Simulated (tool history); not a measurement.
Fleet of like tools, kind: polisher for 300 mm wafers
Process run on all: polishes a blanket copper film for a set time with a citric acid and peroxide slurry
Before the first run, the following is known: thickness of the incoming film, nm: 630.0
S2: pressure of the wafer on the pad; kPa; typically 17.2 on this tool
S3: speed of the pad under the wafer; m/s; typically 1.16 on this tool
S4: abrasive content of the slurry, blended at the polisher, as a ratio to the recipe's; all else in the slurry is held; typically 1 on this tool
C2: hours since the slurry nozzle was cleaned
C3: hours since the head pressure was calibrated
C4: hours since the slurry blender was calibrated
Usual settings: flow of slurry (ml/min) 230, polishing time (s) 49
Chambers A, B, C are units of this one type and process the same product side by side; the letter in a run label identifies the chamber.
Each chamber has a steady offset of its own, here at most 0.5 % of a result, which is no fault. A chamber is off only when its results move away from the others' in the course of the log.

{"hour": 0.5, "done": "chamber C: worn pad replaced by a new one"}
{"run": "1B", "hour": 6.0, "flow of slurry (ml/min)": 230, "S2": 17.2, "S3": 1.16, "S4": 1, "polishing time (s)": 49, "wafers polished on this pad": 859, "C2": 322.3, "C3": 551.2, "C4": 131.6, "film removed (nm)": 91.521}
{"run": "2A", "hour": 13.9, "flow of slurry (ml/min)": 230, "S2": 17.2, "S3": 1.16, "S4": 1, "polishing time (s)": 49, "wafers polished on this pad": 317, "C2": 326.5, "C3": 631.4, "C4": 112.7, "film removed (nm)": 90.543}
{"run": "3C", "hour": 21.7, "flow of slurry (ml/min)": 230, "S2": 17.2, "S3": 1.16, "S4": 1, "polishing time (s)": 49, "wafers polished on this pad": 282, "C2": 130.4, "C3": 736.6, "C4": 107.6, "film removed (nm)": 90.565}
{"hour": 25.4, "done": "chamber B: worn pad replaced by a new one"}
{"run": "4A", "hour": 28.4, "flow of slurry (ml/min)": 230, "S2": 17.2, "S3": 1.16, "S4": 1, "polishing time (s)": 49, "wafers polished on this pad": 510, "C2": 341, "C3": 645.9, "C4": 127.2, "film removed (nm)": 91.514}
{"run": "5B", "hour": 36.2, "flow of slurry (ml/min)": 230, "S2": 17.2, "S3": 1.16, "S4": 1, "polishing time (s)": 49, "wafers polished on this pad": 144, "C2": 352.5, "C3": 581.4, "C4": 161.8, "film removed (nm)": 90.373}
{"run": "6C", "hour": 42.8, "flow of slurry (ml/min)": 230, "S2": 17.2, "S3": 1.16, "S4": 1, "polishing time (s)": 49, "wafers polished on this pad": 562, "C2": 151.5, "C3": 757.7, "C4": 128.7, "film removed (nm)": 90.834}
{"run": "7C", "hour": 47.6, "flow of slurry (ml/min)": 230, "S2": 17.2, "S3": 1.16, "S4": 1, "polishing time (s)": 49, "wafers polished on this pad": 626, "C2": 156.3, "C3": 762.5, "C4": 133.5, "film removed (nm)": 89.824}
{"run": "8A", "hour": 53.2, "flow of slurry (ml/min)": 230, "S2": 17.2, "S3": 1.16, "S4": 1.1, "polishing time (s)": 41, "wafers polished on this pad": 840, "C2": 365.8, "C3": 670.7, "C4": 152, "film removed (nm)": 78.205}
{"run": "9B", "hour": 59.6, "flow of slurry (ml/min)": 230, "S2": 17.2, "S3": 1.16, "S4": 1.1, "polishing time (s)": 41, "wafers polished on this pad": 455, "C2": 375.9, "C3": 604.8, "C4": 185.2, "film removed (nm)": 77.532}
{"hour": 62.6, "done": "chamber C: worn pad replaced by a new one"}
{"run": "10B", "hour": 65.1, "flow of slurry (ml/min)": 230, "S2": 17.2, "S3": 1.16, "S4": 1.1, "polishing time (s)": 41, "wafers polished on this pad": 528, "C2": 381.4, "C3": 610.3, "C4": 190.7, "film removed (nm)": 77.657}
{"run": "11C", "hour": 69.9, "flow of slurry (ml/min)": 230, "S2": 17.2, "S3": 1.16, "S4": 1, "polishing time (s)": 49, "wafers polished on this pad": 97, "C2": 178.6, "C3": 784.8, "C4": 155.8, "film removed (nm)": 90.077}
{"hour": 71.2, "done": "chamber A: worn pad replaced by a new one"}
{"run": "12A", "hour": 77.7, "flow of slurry (ml/min)": 230, "S2": 17.2, "S3": 1.16, "S4": 1, "polishing time (s)": 49, "wafers polished on this pad": 86, "C2": 390.3, "C3": 695.2, "C4": 176.5, "film removed (nm)": 90.62}
{"run": "13B", "hour": 82.4, "flow of slurry (ml/min)": 230, "S2": 17.2, "S3": 1.16, "S4": 1, "polishing time (s)": 49, "wafers polished on this pad": 758, "C2": 398.7, "C3": 627.6, "C4": 208, "film removed (nm)": 89.806}
{"run": "14C", "hour": 87.8, "flow of slurry (ml/min)": 230, "S2": 17.2, "S3": 1.16, "S4": 1, "polishing time (s)": 49, "wafers polished on this pad": 335, "C2": 196.5, "C3": 802.7, "C4": 173.7, "film removed (nm)": 91.29}
{"run": "15A", "hour": 94.0, "flow of slurry (ml/min)": 230, "S2": 17.2, "S3": 1.16, "S4": 0.85, "polishing time (s)": 58, "wafers polished on this pad": 303, "C2": 406.6, "C3": 711.5, "C4": 192.8, "film removed (nm)": 103.09}
{"run": "16A", "hour": 100.4, "flow of slurry (ml/min)": 230, "S2": 17.2, "S3": 1.16, "S4": 0.85, "polishing time (s)": 58, "wafers polished on this pad": 388, "C2": 413, "C3": 717.9, "C4": 199.2, "film removed (nm)": 103.06}
{"run": "17B", "hour": 106.6, "flow of slurry (ml/min)": 230, "S2": 17.2, "S3": 1.16, "S4": 0.85, "polishing time (s)": 58, "wafers polished on this pad": 1080, "C2": 422.9, "C3": 651.8, "C4": 232.2, "film removed (nm)": 103.07}
{"run": "18C", "hour": 110.3, "flow of slurry (ml/min)": 230, "S2": 17.2, "S3": 0.84, "S4": 1, "polishing time (s)": 49, "wafers polished on this pad": 634, "C2": 219, "C3": 825.2, "C4": 196.2, "film removed (nm)": 66.474}
{"hour": 113.6, "done": "chamber B: worn pad replaced by a new one"}
{"run": "19C", "hour": 114.6, "flow of slurry (ml/min)": 230, "S2": 17.2, "S3": 0.84, "S4": 1, "polishing time (s)": 49, "wafers polished on this pad": 691, "C2": 223.3, "C3": 829.5, "C4": 200.5, "film removed (nm)": 66.19}
{"hour": 116.9, "done": "chamber C: slurry blender recalibrated"}
{"hour": 119.9, "done": "chamber A: head pressure recalibrated"}
{"hour": 121.3, "done": "chamber C: worn pad replaced by a new one"}
{"run": "20B", "hour": 121.4, "flow of slurry (ml/min)": 230, "S2": 17.2, "S3": 0.84, "S4": 1, "polishing time (s)": 49, "wafers polished on this pad": 104, "C2": 437.7, "C3": 666.6, "C4": 247, "film removed (nm)": 64.318}
{"hour": 124.6, "done": "chamber C: slurry nozzle cleaned"}
{"run": "21A", "hour": 126.2, "flow of slurry (ml/min)": 230, "S2": 17.2, "S3": 1.16, "S4": 1, "polishing time (s)": 49, "wafers polished on this pad": 731, "C2": 438.8, "C3": 6.3, "C4": 225, "film removed (nm)": 90.477}
{"run": "22B", "hour": 132.0, "flow of slurry (ml/min)": 230, "S2": 17.2, "S3": 1.16, "S4": 1, "polishing time (s)": 49, "wafers polished on this pad": 245, "C2": 448.3, "C3": 677.2, "C4": 257.6, "film removed (nm)": 88.54}
{"run": "23C", "hour": 138.6, "flow of slurry (ml/min)": 230, "S2": 17.2, "S3": 1.16, "S4": 1, "polishing time (s)": 49, "wafers polished on this pad": 230, "C2": 14.1, "C3": 853.5, "C4": 21.8, "film removed (nm)": 90.599}
{"run": "24A", "hour": 146.5, "flow of slurry (ml/min)": 230, "S2": 17.2, "S3": 1.16, "S4": 1, "polishing time (s)": 49, "wafers polished on this pad": 1001, "C2": 459.1, "C3": 26.6, "C4": 245.3, "film removed (nm)": 89.906}
{"run": "25A", "hour": 154.2, "flow of slurry (ml/min)": 230, "S2": 17.2, "S3": 1.16, "S4": 1, "polishing time (s)": 49, "wafers polished on this pad": 1104, "C2": 466.8, "C3": 34.3, "C4": 253, "film removed (nm)": 90.689}
{"run": "26C", "hour": 158.8, "flow of slurry (ml/min)": 230, "S2": 17.2, "S3": 1.16, "S4": 1, "polishing time (s)": 49, "wafers polished on this pad": 499, "C2": 34.3, "C3": 873.7, "C4": 42, "film removed (nm)": 90.702}
{"hour": 159.8, "done": "chamber A: worn pad replaced by a new one"}
{"run": "27B", "hour": 163.5, "flow of slurry (ml/min)": 230, "S2": 20.7, "S3": 1.16, "S4": 1.2, "polishing time (s)": 49, "wafers polished on this pad": 664, "C2": 479.8, "C3": 708.7, "C4": 289.1, "film removed (nm)": 109.35}
{"run": "28B", "hour": 171.2, "flow of slurry (ml/min)": 230, "S2": 20.7, "S3": 1.16, "S4": 1.2, "polishing time (s)": 49, "wafers polished on this pad": 767, "C2": 487.5, "C3": 716.4, "C4": 296.8, "film removed (nm)": 109.27}
{"run": "29C", "hour": 176.0, "flow of slurry (ml/min)": 230, "S2": 20.7, "S3": 1.16, "S4": 1.2, "polishing time (s)": 49, "wafers polished on this pad": 728, "C2": 51.5, "C3": 890.9, "C4": 59.2, "film removed (nm)": 112.61}
{"run": "30A", "hour": 182.4, "flow of slurry (ml/min)": 230, "S2": 17.2, "S3": 1.16, "S4": 1, "polishing time (s)": 49, "wafers polished on this pad": 300, "C2": 495, "C3": 62.5, "C4": 281.2, "film removed (nm)": 91.566}
{"run": "31B", "hour": 187.4, "flow of slurry (ml/min)": 230, "S2": 17.2, "S3": 1.16, "S4": 1, "polishing time (s)": 49, "wafers polished on this pad": 982, "C2": 503.7, "C3": 732.6, "C4": 313, "film removed (nm)": 86.611}
{"hour": 189.7, "done": "chamber C: worn pad replaced by a new one"}
{"run": "32A", "hour": 194.4, "flow of slurry (ml/min)": 230, "S2": 17.2, "S3": 1.16, "S4": 1, "polishing time (s)": 49, "wafers polished on this pad": 460, "C2": 507, "C3": 74.5, "C4": 293.2, "film removed (nm)": 90.337}
{"run": "33C", "hour": 202.3, "flow of slurry (ml/min)": 230, "S2": 17.2, "S3": 1.16, "S4": 1, "polishing time (s)": 49, "wafers polished on this pad": 167, "C2": 77.8, "C3": 917.2, "C4": 85.5, "film removed (nm)": 90.798}
{"hour": 205.5, "done": "chamber A: slurry nozzle cleaned"}
{"run": "34A", "hour": 206.2, "flow of slurry (ml/min)": 230, "S2": 17.2, "S3": 1.16, "S4": 1, "polishing time (s)": 49, "wafers polished on this pad": 617, "C2": 0.7, "C3": 86.3, "C4": 305, "film removed (nm)": 91.066}
{"run": "35B", "hour": 211.8, "flow of slurry (ml/min)": 230, "S2": 17.2, "S3": 1.16, "S4": 1, "polishing time (s)": 49, "wafers polished on this pad": 1306, "C2": 528.1, "C3": 757, "C4": 337.4, "film removed (nm)": 86.102}
{"run": "36C", "hour": 216.8, "flow of slurry (ml/min)": 230, "S2": 17.2, "S3": 1.16, "S4": 1, "polishing time (s)": 49, "wafers polished on this pad": 360, "C2": 92.3, "C3": 931.7, "C4": 100, "film removed (nm)": 91.588}
{"run": "37C", "hour": 222.3, "flow of slurry (ml/min)": 230, "S2": 17.2, "S3": 1.16, "S4": 1, "polishing time (s)": 49, "wafers polished on this pad": 433, "C2": 97.8, "C3": 937.2, "C4": 105.5, "film removed (nm)": 91.557}
{"hour": 228.2, "done": "chamber A: worn pad replaced by a new one"}
{"run": "38A", "hour": 228.2, "flow of slurry (ml/min)": 230, "S2": 17.2, "S3": 1.16, "S4": 1, "polishing time (s)": 49, "wafers polished on this pad": 0, "C2": 22.7, "C3": 108.3, "C4": 327, "film removed (nm)": 90.588}

For the next run the whole fleet of 3 chambers uses the same settings. Give each chamber's results:
{"run": "39A", "hour": 234.2, "flow of slurry (ml/min)": 230, "S2": 17.2, "S3": 1.16, "S4": 1, "polishing time (s)": 49, "film removed (nm)": "?"}
{"run": "39B", "hour": 234.2, "flow of slurry (ml/min)": 230, "S2": 17.2, "S3": 1.16, "S4": 1, "polishing time (s)": 49, "film removed (nm)": "?"}
{"run": "39C", "hour": 234.2, "flow of slurry (ml/min)": 230, "S2": 17.2, "S3": 1.16, "S4": 1, "polishing time (s)": 49, "film removed (nm)": "?"}

run=39A film_removed_(nm)=90.767
run=39B film_removed_(nm)=84.318
run=39C film_removed_(nm)=91.689
